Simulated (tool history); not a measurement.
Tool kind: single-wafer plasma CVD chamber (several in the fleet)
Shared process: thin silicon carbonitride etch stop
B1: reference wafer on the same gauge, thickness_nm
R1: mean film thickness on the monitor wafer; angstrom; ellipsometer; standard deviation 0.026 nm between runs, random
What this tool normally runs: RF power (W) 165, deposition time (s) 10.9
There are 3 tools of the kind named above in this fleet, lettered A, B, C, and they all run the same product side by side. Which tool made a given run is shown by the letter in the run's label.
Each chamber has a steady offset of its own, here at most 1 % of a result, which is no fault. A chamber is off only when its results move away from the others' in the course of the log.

{"run": "1A", "hour": 8.8, "RF power (W)": 165, "deposition time (s)": 10.9, "B1": 5.7, "R1": 58.878}
{"run": "2B", "hour": 15.1, "RF power (W)": 165, "deposition time (s)": 10.9, "B1": 5.6996, "R1": 58.071}
{"run": "3C", "hour": 22.4, "RF power (W)": 165, "deposition time (s)": 10.9, "B1": 5.6972, "R1": 59.171}
{"run": "4B", "hour": 29.5, "RF power (W)": 165, "deposition time (s)": 10.9, "B1": 5.7064, "R1": 58.658}
{"run": "5A", "hour": 40.6, "RF power (W)": 165, "deposition time (s)": 10.9, "B1": 5.6921, "R1": 58.102}
{"run": "6C", "hour": 48.2, "RF power (W)": 145, "deposition time (s)": 12.5, "B1": 5.7014, "R1": 65.073}
{"run": "7A", "hour": 57.1, "RF power (W)": 145, "deposition time (s)": 12.5, "B1": 5.6982, "R1": 64.876}
{"run": "8B", "hour": 66.7, "RF power (W)": 145, "deposition time (s)": 12.5, "B1": 5.696, "R1": 64.62}
{"run": "9C", "hour": 73.5, "RF power (W)": 165, "deposition time (s)": 10.9, "B1": 5.7056, "R1": 58.656}
{"run": "10B", "hour": 78.8, "RF power (W)": 165, "deposition time (s)": 10.9, "B1": 5.6923, "R1": 58.399}
{"run": "11A", "hour": 85.9, "RF power (W)": 165, "deposition time (s)": 10.9, "B1": 5.7046, "R1": 59.613}
{"run": "12C", "hour": 93.4, "RF power (W)": 165, "deposition time (s)": 10.9, "B1": 5.7029, "R1": 58.467}
{"run": "13B", "hour": 101.3, "RF power (W)": 165, "deposition time (s)": 10.9, "B1": 5.7016, "R1": 58.15}
{"run": "14A", "hour": 109.5, "RF power (W)": 165, "deposition time (s)": 12.6, "B1": 5.6993, "R1": 68.252}
{"run": "15C", "hour": 115.0, "RF power (W)": 165, "deposition time (s)": 12.6, "B1": 5.6991, "R1": 67.825}
{"run": "16B", "hour": 120.0, "RF power (W)": 165, "deposition time (s)": 12.6, "B1": 5.6957, "R1": 67.086}
{"run": "17A", "hour": 126.1, "RF power (W)": 165, "deposition time (s)": 10.9, "B1": 5.6996, "R1": 58.85}
{"run": "18C", "hour": 131.9, "RF power (W)": 165, "deposition time (s)": 10.9, "B1": 5.7004, "R1": 58.72}
{"run": "19B", "hour": 137.9, "RF power (W)": 165, "deposition time (s)": 10.9, "B1": 5.6943, "R1": 58.468}
{"run": "20A", "hour": 148.2, "RF power (W)": 165, "deposition time (s)": 10.9, "B1": 5.7004, "R1": 58.743}
{"run": "21C", "hour": 158.8, "RF power (W)": 165, "deposition time (s)": 10.9, "B1": 5.7006, "R1": 59.28}
{"run": "22A", "hour": 168.5, "RF power (W)": 165, "deposition time (s)": 10.9, "B1": 5.6963, "R1": 58.419}
{"run": "23C", "hour": 179.8, "RF power (W)": 165, "deposition time (s)": 10.9, "B1": 5.6987, "R1": 59.1}
{"run": "24B", "hour": 185.6, "RF power (W)": 165, "deposition time (s)": 10.9, "B1": 5.7, "R1": 58.665}
{"run": "25A", "hour": 195.4, "RF power (W)": 165, "deposition time (s)": 10.9, "B1": 5.7007, "R1": 59.181}
{"run": "26C", "hour": 206.2, "RF power (W)": 165, "deposition time (s)": 10.9, "B1": 5.7031, "R1": 58.708}
{"run": "27B", "hour": 213.5, "RF power (W)": 165, "deposition time (s)": 10.9, "B1": 5.7, "R1": 57.818}
{"run": "28A", "hour": 220.2, "RF power (W)": 165, "deposition time (s)": 10.9, "B1": 5.7023, "R1": 58.404}
{"run": "29B", "hour": 228.8, "RF power (W)": 165, "deposition time (s)": 10.9, "B1": 5.6987, "R1": 58.11}
{"run": "30C", "hour": 239.2, "RF power (W)": 165, "deposition time (s)": 10.9, "B1": 5.6995, "R1": 58.802}
{"run": "31C", "hour": 247.2, "RF power (W)": 165, "deposition time (s)": 10.9, "B1": 5.6992, "R1": 58.938}
{"run": "32B", "hour": 254.3, "RF power (W)": 190, "deposition time (s)": 11.7, "B1": 5.6941, "R1": 64.854}
{"run": "33A", "hour": 259.3, "RF power (W)": 190, "deposition time (s)": 11.7, "B1": 5.7056, "R1": 65.864}
{"run": "34C", "hour": 265.0, "RF power (W)": 190, "deposition time (s)": 11.7, "B1": 5.6971, "R1": 65.12}
{"run": "35B", "hour": 272.4, "RF power (W)": 165, "deposition time (s)": 10.9, "B1": 5.7023, "R1": 58.881}
{"run": "36A", "hour": 279.0, "RF power (W)": 165, "deposition time (s)": 10.9, "B1": 5.6988, "R1": 59.105}
{"run": "37B", "hour": 288.5, "RF power (W)": 165, "deposition time (s)": 10.9, "B1": 5.6989, "R1": 58.411}
{"run": "38C", "hour": 293.6, "RF power (W)": 165, "deposition time (s)": 10.9, "B1": 5.7016, "R1": 59.08}
{"run": "39A", "hour": 300.6, "RF power (W)": 165, "deposition time (s)": 10.9, "B1": 5.7018, "R1": 58.466}
{"run": "40A", "hour": 309.5, "RF power (W)": 165, "deposition time (s)": 10.9, "B1": 5.6986, "R1": 58.744}
{"run": "41B", "hour": 317.9, "RF power (W)": 150, "deposition time (s)": 10.9, "B1": 5.7047, "R1": 56.44}
{"run": "42C", "hour": 323.6, "RF power (W)": 150, "deposition time (s)": 10.9, "B1": 5.702, "R1": 57.351}
{"run": "43B", "hour": 331.9, "RF power (W)": 150, "deposition time (s)": 10.9, "B1": 5.697, "R1": 56.591}
{"run": "44C", "hour": 336.9, "RF power (W)": 165, "deposition time (s)": 10.9, "B1": 5.7008, "R1": 59.168}

Decide between three cases: one chamber stands off from its peers, the gauge reading all wafers drifts, or nothing is wrong past each chamber's small offset. Where a chamber is off, say which and what most likely put it there.

All chambers stay in line apart from their small fixed offsets, and the gauge does not drift.
